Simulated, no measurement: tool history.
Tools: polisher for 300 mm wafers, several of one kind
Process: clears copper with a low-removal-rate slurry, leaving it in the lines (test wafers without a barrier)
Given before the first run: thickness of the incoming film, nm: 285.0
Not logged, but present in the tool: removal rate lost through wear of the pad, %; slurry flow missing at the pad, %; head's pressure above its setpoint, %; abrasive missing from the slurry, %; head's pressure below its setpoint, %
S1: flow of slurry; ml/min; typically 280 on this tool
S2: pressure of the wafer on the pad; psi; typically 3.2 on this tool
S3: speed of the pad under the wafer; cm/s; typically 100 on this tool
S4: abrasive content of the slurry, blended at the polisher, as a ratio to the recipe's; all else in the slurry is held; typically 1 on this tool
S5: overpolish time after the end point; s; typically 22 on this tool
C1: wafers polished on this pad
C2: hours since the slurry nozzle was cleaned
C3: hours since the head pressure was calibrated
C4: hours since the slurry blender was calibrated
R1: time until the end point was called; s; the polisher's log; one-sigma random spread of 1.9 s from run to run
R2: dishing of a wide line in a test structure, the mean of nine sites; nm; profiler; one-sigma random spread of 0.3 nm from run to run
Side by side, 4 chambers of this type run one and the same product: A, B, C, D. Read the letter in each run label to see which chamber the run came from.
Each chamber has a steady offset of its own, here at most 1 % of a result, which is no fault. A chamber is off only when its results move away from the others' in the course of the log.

{"run": "1D", "hour": 5.4, "S1": 280, "S2": 3.2, "S3": 100, "S4": 1, "S5": 22, "C1": 894, "C2": 162.9, "C3": 777.2, "C4": 54.9, "R1": 100.16, "R2": 14.698}
{"run": "2B", "hour": 8.3, "S1": 280, "S2": 3.2, "S3": 100, "S4": 1, "S5": 22, "C1": 278, "C2": 319.5, "C3": 881.2, "C4": 143.9, "R1": 99.933, "R2": 14.475}
{"run": "3A", "hour": 11.3, "S1": 280, "S2": 3.2, "S3": 100, "S4": 1, "S5": 22, "C1": 347, "C2": 242.6, "C3": 1286.7, "C4": 116.7, "R1": 98.14, "R2": 14.7}
{"run": "4C", "hour": 14.1, "S1": 280, "S2": 3.2, "S3": 100, "S4": 1, "S5": 22, "C1": 960, "C2": 254.3, "C3": 275.5, "C4": 195.2, "R1": 97.895, "R2": 14.915}
{"run": "5D", "hour": 18.1, "S1": 280, "S2": 3.2, "S3": 100, "S4": 1, "S5": 22, "C1": 995, "C2": 175.6, "C3": 789.9, "C4": 67.6, "R1": 102.03, "R2": 15.234}
{"run": "6A", "hour": 22.9, "S1": 280, "S2": 3.2, "S3": 100, "S4": 0.9, "S5": 22, "C1": 439, "C2": 254.2, "C3": 1298.3, "C4": 128.3, "R1": 95.93, "R2": 15.016}
{"run": "7B", "hour": 28.1, "S1": 280, "S2": 3.2, "S3": 100, "S4": 0.9, "S5": 22, "C1": 436, "C2": 339.3, "C3": 901, "C4": 163.7, "R1": 103.28, "R2": 14.883}
{"run": "8C", "hour": 31.7, "S1": 280, "S2": 3.2, "S3": 100, "S4": 0.9, "S5": 22, "C1": 1101, "C2": 271.9, "C3": 293.1, "C4": 212.8, "R1": 99.605, "R2": 14.481}
{"run": "9B", "hour": 36.2, "S1": 280, "S2": 3.2, "S3": 100, "S4": 0.9, "S5": 22, "C1": 500, "C2": 347.4, "C3": 909.1, "C4": 171.8, "R1": 99.606, "R2": 14.731}
{"run": "10D", "hour": 38.9, "S1": 280, "S2": 3.2, "S3": 100, "S4": 1, "S5": 22, "C1": 1161, "C2": 196.4, "C3": 810.7, "C4": 88.4, "R1": 97.406, "R2": 14.824}
{"run": "11C", "hour": 42.7, "S1": 280, "S2": 3.2, "S3": 100, "S4": 1, "S5": 22, "C1": 1188, "C2": 282.9, "C3": 304.1, "C4": 223.8, "R1": 96.046, "R2": 14.929}
{"run": "12A", "hour": 46.1, "S1": 280, "S2": 3.2, "S3": 100, "S4": 1, "S5": 22, "C1": 624, "C2": 277.4, "C3": 1321.5, "C4": 151.5, "R1": 94.834, "R2": 14.947}
{"run": "13C", "hour": 51.4, "S1": 280, "S2": 3.2, "S3": 100, "S4": 1, "S5": 22, "C1": 1257, "C2": 291.6, "C3": 312.8, "C4": 232.5, "R1": 101.25, "R2": 14.627}
{"hour": 53.5, "done": "chamber A: slurry blender recalibrated"}
{"run": "14A", "hour": 54.3, "S1": 280, "S2": 3.2, "S3": 100, "S4": 1, "S5": 22, "C1": 689, "C2": 285.6, "C3": 1329.7, "C4": 0.8, "R1": 98.276, "R2": 14.845}
{"hour": 54.6, "done": "chamber D: worn pad replaced by a new one"}
{"hour": 55.4, "done": "chamber B: slurry blender recalibrated"}
{"run": "15B", "hour": 58.5, "S1": 280, "S2": 3.2, "S3": 68, "S4": 1, "S5": 22, "C1": 678, "C2": 369.7, "C3": 931.4, "C4": 3.2, "R1": 142.09, "R2": 13.368}
{"run": "16D", "hour": 63.6, "S1": 280, "S2": 3.2, "S3": 68, "S4": 1, "S5": 22, "C1": 72, "C2": 221.1, "C3": 835.4, "C4": 113.1, "R1": 143.59, "R2": 13.592}
{"hour": 65.9, "done": "chamber D: slurry nozzle cleaned"}
{"hour": 68.5, "done": "chamber B: head pressure recalibrated"}
{"run": "17D", "hour": 68.6, "S1": 280, "S2": 3.2, "S3": 68, "S4": 1, "S5": 22, "C1": 111, "C2": 2.7, "C3": 840.4, "C4": 118.1, "R1": 146.12, "R2": 13.583}
{"run": "18C", "hour": 72.9, "S1": 280, "S2": 3.2, "S3": 68, "S4": 1, "S5": 22, "C1": 1429, "C2": 313.1, "C3": 334.3, "C4": 254, "R1": 140.79, "R2": 13.9}
{"hour": 73.5, "done": "chamber C: worn pad replaced by a new one"}
{"run": "19A", "hour": 76.9, "S1": 280, "S2": 3.2, "S3": 100, "S4": 1, "S5": 22, "C1": 869, "C2": 308.2, "C3": 1352.3, "C4": 23.4, "R1": 92.231, "R2": 15.153}
{"run": "20B", "hour": 79.4, "S1": 280, "S2": 3.2, "S3": 100, "S4": 1, "S5": 22, "C1": 844, "C2": 390.6, "C3": 11, "C4": 24.1, "R1": 97.363, "R2": 15.062}
{"run": "21C", "hour": 82.5, "S1": 240, "S2": 3.2, "S3": 100, "S4": 1.2, "S5": 22, "C1": 71, "C2": 322.7, "C3": 343.9, "C4": 263.6, "R1": 94.504, "R2": 14.705}
{"run": "22B", "hour": 87.8, "S1": 240, "S2": 3.2, "S3": 100, "S4": 1.2, "S5": 22, "C1": 911, "C2": 399, "C3": 19.4, "C4": 32.5, "R1": 94.935, "R2": 15.175}
{"run": "23A", "hour": 92.8, "S1": 240, "S2": 3.2, "S3": 100, "S4": 1.2, "S5": 22, "C1": 996, "C2": 324.1, "C3": 1368.2, "C4": 39.3, "R1": 94.188, "R2": 14.78}
{"run": "24D", "hour": 98.2, "S1": 240, "S2": 3.2, "S3": 100, "S4": 1.2, "S5": 22, "C1": 347, "C2": 32.3, "C3": 870, "C4": 147.7, "R1": 95.84, "R2": 14.926}

All 4 chambers run these settings next. Forecast each chamber's results:
{"run": "25A", "hour": 102.2, "S1": 280, "S2": 3.2, "S3": 100, "S4": 1, "S5": 22, "R1": "?", "R2": "?"}
{"run": "25B", "hour": 102.2, "S1": 280, "S2": 3.2, "S3": 100, "S4": 1, "S5": 22, "R1": "?", "R2": "?"}
{"run": "25C", "hour": 102.2, "S1": 280, "S2": 3.2, "S3": 100, "S4": 1, "S5": 22, "R1": "?", "R2": "?"}
{"run": "25D", "hour": 102.2, "S1": 280, "S2": 3.2, "S3": 100, "S4": 1, "S5": 22, "R1": "?", "R2": "?"}

run=25A R1=98.919 R2=14.653
run=25B R1=97.505 R2=14.961
run=25C R1=96.756 R2=15.048
run=25D R1=98.405 R2=15.444
